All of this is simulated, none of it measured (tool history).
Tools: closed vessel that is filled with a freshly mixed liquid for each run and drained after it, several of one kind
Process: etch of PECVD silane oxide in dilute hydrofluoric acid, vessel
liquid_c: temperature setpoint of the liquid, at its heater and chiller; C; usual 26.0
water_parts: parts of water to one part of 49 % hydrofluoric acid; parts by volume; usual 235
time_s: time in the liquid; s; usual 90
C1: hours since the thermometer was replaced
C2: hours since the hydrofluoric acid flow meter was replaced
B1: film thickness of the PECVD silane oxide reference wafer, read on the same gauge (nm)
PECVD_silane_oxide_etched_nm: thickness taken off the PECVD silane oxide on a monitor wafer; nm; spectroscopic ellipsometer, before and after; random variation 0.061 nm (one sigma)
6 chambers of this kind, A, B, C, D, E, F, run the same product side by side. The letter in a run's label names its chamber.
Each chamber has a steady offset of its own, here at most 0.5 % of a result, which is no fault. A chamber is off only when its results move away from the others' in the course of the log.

{"run": "1C", "hour": 2.5, "liquid_c": 26.0, "water_parts": 235, "time_s": 90, "C1": 626.9, "C2": 538.1, "B1": 69.993, "PECVD_silane_oxide_etched_nm": 7.6368}
{"run": "2B", "hour": 6.6, "liquid_c": 26.0, "water_parts": 235, "time_s": 90, "C1": 269.9, "C2": 55.3, "B1": 69.992, "PECVD_silane_oxide_etched_nm": 7.584}
{"run": "3D", "hour": 10.0, "liquid_c": 26.0, "water_parts": 235, "time_s": 90, "C1": 1681.6, "C2": 313.0, "B1": 70.009, "PECVD_silane_oxide_etched_nm": 7.625}
{"run": "4A", "hour": 14.4, "liquid_c": 26.0, "water_parts": 235, "time_s": 90, "C1": 617.6, "C2": 644.7, "B1": 69.957, "PECVD_silane_oxide_etched_nm": 7.6446}
{"run": "5F", "hour": 18.2, "liquid_c": 26.0, "water_parts": 235, "time_s": 90, "C1": 727.8, "C2": 1375.7, "B1": 70.008, "PECVD_silane_oxide_etched_nm": 7.5978}
{"run": "6E", "hour": 21.2, "liquid_c": 26.0, "water_parts": 235, "time_s": 90, "C1": 614.7, "C2": 1733.2, "B1": 69.982, "PECVD_silane_oxide_etched_nm": 7.5358}
{"hour": 21.6, "done": "chamber F: hydrofluoric acid flow meter replaced"}
{"run": "7A", "hour": 24.6, "liquid_c": 26.0, "water_parts": 330, "time_s": 90, "C1": 627.8, "C2": 654.9, "B1": 70.023, "PECVD_silane_oxide_etched_nm": 4.9516}
{"run": "8E", "hour": 26.9, "liquid_c": 26.0, "water_parts": 330, "time_s": 90, "C1": 620.4, "C2": 1738.9, "B1": 70.0, "PECVD_silane_oxide_etched_nm": 4.8868}
{"run": "9D", "hour": 29.5, "liquid_c": 26.0, "water_parts": 330, "time_s": 90, "C1": 1701.1, "C2": 332.5, "B1": 70.003, "PECVD_silane_oxide_etched_nm": 4.9359}
{"run": "10F", "hour": 33.1, "liquid_c": 26.0, "water_parts": 330, "time_s": 90, "C1": 742.7, "C2": 11.5, "B1": 69.959, "PECVD_silane_oxide_etched_nm": 4.8557}
{"run": "11B", "hour": 35.8, "liquid_c": 26.0, "water_parts": 330, "time_s": 90, "C1": 299.1, "C2": 84.5, "B1": 70.034, "PECVD_silane_oxide_etched_nm": 4.9355}
{"run": "12C", "hour": 39.7, "liquid_c": 26.0, "water_parts": 330, "time_s": 90, "C1": 664.1, "C2": 575.3, "B1": 70.002, "PECVD_silane_oxide_etched_nm": 4.9287}
{"run": "13C", "hour": 43.2, "liquid_c": 26.0, "water_parts": 235, "time_s": 90, "C1": 667.6, "C2": 578.8, "B1": 69.992, "PECVD_silane_oxide_etched_nm": 7.6789}
{"run": "14F", "hour": 47.1, "liquid_c": 26.0, "water_parts": 235, "time_s": 90, "C1": 756.7, "C2": 25.5, "B1": 70.05, "PECVD_silane_oxide_etched_nm": 7.6109}
{"run": "15B", "hour": 49.5, "liquid_c": 26.0, "water_parts": 235, "time_s": 90, "C1": 312.8, "C2": 98.2, "B1": 70.001, "PECVD_silane_oxide_etched_nm": 7.6436}
{"run": "16A", "hour": 52.5, "liquid_c": 26.0, "water_parts": 235, "time_s": 90, "C1": 655.7, "C2": 682.8, "B1": 69.961, "PECVD_silane_oxide_etched_nm": 7.6812}
{"run": "17D", "hour": 56.3, "liquid_c": 26.0, "water_parts": 235, "time_s": 90, "C1": 1727.9, "C2": 359.3, "B1": 70.04, "PECVD_silane_oxide_etched_nm": 7.6186}
{"run": "18E", "hour": 59.6, "liquid_c": 26.0, "water_parts": 235, "time_s": 90, "C1": 653.1, "C2": 1771.6, "B1": 69.966, "PECVD_silane_oxide_etched_nm": 7.6057}
{"run": "19D", "hour": 63.6, "liquid_c": 26.0, "water_parts": 235, "time_s": 90, "C1": 1735.2, "C2": 366.6, "B1": 70.028, "PECVD_silane_oxide_etched_nm": 7.7448}
{"run": "20C", "hour": 65.6, "liquid_c": 26.0, "water_parts": 235, "time_s": 90, "C1": 690.0, "C2": 601.2, "B1": 70.04, "PECVD_silane_oxide_etched_nm": 7.6514}
{"run": "21E", "hour": 69.2, "liquid_c": 26.0, "water_parts": 235, "time_s": 90, "C1": 662.7, "C2": 1781.2, "B1": 69.97, "PECVD_silane_oxide_etched_nm": 7.5929}
{"run": "22B", "hour": 73.4, "liquid_c": 26.0, "water_parts": 235, "time_s": 90, "C1": 336.7, "C2": 122.1, "B1": 70.0, "PECVD_silane_oxide_etched_nm": 7.5763}
{"run": "23F", "hour": 75.6, "liquid_c": 26.0, "water_parts": 235, "time_s": 90, "C1": 785.2, "C2": 54.0, "B1": 69.984, "PECVD_silane_oxide_etched_nm": 7.6634}
{"run": "24A", "hour": 80.3, "liquid_c": 26.0, "water_parts": 235, "time_s": 90, "C1": 683.5, "C2": 710.6, "B1": 69.992, "PECVD_silane_oxide_etched_nm": 7.5879}
{"run": "25A", "hour": 84.3, "liquid_c": 26.0, "water_parts": 235, "time_s": 90, "C1": 687.5, "C2": 714.6, "B1": 69.985, "PECVD_silane_oxide_etched_nm": 7.6417}
{"run": "26B", "hour": 88.3, "liquid_c": 26.0, "water_parts": 235, "time_s": 90, "C1": 351.6, "C2": 137.0, "B1": 69.977, "PECVD_silane_oxide_etched_nm": 7.6246}
{"run": "27F", "hour": 91.4, "liquid_c": 26.0, "water_parts": 235, "time_s": 90, "C1": 801.0, "C2": 69.8, "B1": 69.996, "PECVD_silane_oxide_etched_nm": 7.609}
{"run": "28D", "hour": 95.8, "liquid_c": 26.0, "water_parts": 235, "time_s": 90, "C1": 1767.4, "C2": 398.8, "B1": 70.0, "PECVD_silane_oxide_etched_nm": 8.0932}
{"run": "29E", "hour": 100.0, "liquid_c": 26.0, "water_parts": 235, "time_s": 90, "C1": 693.5, "C2": 1812.0, "B1": 70.01, "PECVD_silane_oxide_etched_nm": 7.573}
{"run": "30C", "hour": 102.8, "liquid_c": 29.0, "water_parts": 235, "time_s": 40, "C1": 727.2, "C2": 638.4, "B1": 69.984, "PECVD_silane_oxide_etched_nm": 3.7846}
{"run": "31A", "hour": 106.7, "liquid_c": 29.0, "water_parts": 235, "time_s": 40, "C1": 709.9, "C2": 737.0, "B1": 70.034, "PECVD_silane_oxide_etched_nm": 3.7819}
{"run": "32B", "hour": 111.4, "liquid_c": 29.0, "water_parts": 235, "time_s": 40, "C1": 374.7, "C2": 160.1, "B1": 70.019, "PECVD_silane_oxide_etched_nm": 3.7201}
{"run": "33C", "hour": 115.8, "liquid_c": 29.0, "water_parts": 235, "time_s": 40, "C1": 740.2, "C2": 651.4, "B1": 70.003, "PECVD_silane_oxide_etched_nm": 3.7518}
{"run": "34D", "hour": 119.0, "liquid_c": 29.0, "water_parts": 235, "time_s": 40, "C1": 1790.6, "C2": 422.0, "B1": 69.962, "PECVD_silane_oxide_etched_nm": 4.0119}
{"run": "35F", "hour": 123.1, "liquid_c": 29.0, "water_parts": 235, "time_s": 40, "C1": 832.7, "C2": 101.5, "B1": 69.978, "PECVD_silane_oxide_etched_nm": 3.7615}
{"run": "36E", "hour": 125.5, "liquid_c": 22.5, "water_parts": 235, "time_s": 115, "C1": 719.0, "C2": 1837.5, "B1": 70.021, "PECVD_silane_oxide_etched_nm": 8.5494}
{"run": "37C", "hour": 128.6, "liquid_c": 22.5, "water_parts": 235, "time_s": 115, "C1": 753.0, "C2": 664.2, "B1": 69.994, "PECVD_silane_oxide_etched_nm": 8.4824}

What goes on in this fleet: one chamber off, a drifting gauge, or nothing beyond the chambers' own small offsets? Name the chamber and the cause, if any.

Chamber D drifts away from the others.
Cause: liquid hotter than its thermometer reads (K) = 2.61.
The log may not tell that from: hydrofluoric acid flow above the setpoint (%).

Here are 4 candidates for chamber D's next run, each the usual settings with a change, their results left as question marks. Which one brings its results back in line with what the others give on the usual settings?
In line means no further than this from the other chambers' mean on the usual settings: PECVD_silane_oxide_etched_nm 0.2100 nm
{"run": "38D-1", "hour": 132.0, "liquid_c": 26.0, "water_parts": 240, "time_s": 85, "PECVD_silane_oxide_etched_nm": "?"}
{"run": "38D-2", "hour": 132.0, "liquid_c": 26.0, "water_parts": 230, "time_s": 95, "PECVD_silane_oxide_etched_nm": "?"}
{"run": "38D-3", "hour": 132.0, "liquid_c": 26.0, "water_parts": 250, "time_s": 85, "PECVD_silane_oxide_etched_nm": "?"}
{"run": "38D-4", "hour": 132.0, "liquid_c": 30.0, "water_parts": 235, "time_s": 90, "PECVD_silane_oxide_etched_nm": "?"}

The other chambers' mean on the usual settings: PECVD_silane_oxide_etched_nm 7.6253 nm
run=38D-1 PECVD_silane_oxide_etched_nm=7.6507
run=38D-2 PECVD_silane_oxide_etched_nm=9.0183
run=38D-3 PECVD_silane_oxide_etched_nm=7.2675
run=38D-4 PECVD_silane_oxide_etched_nm=9.4951
38D-1 brings the chamber back in line.

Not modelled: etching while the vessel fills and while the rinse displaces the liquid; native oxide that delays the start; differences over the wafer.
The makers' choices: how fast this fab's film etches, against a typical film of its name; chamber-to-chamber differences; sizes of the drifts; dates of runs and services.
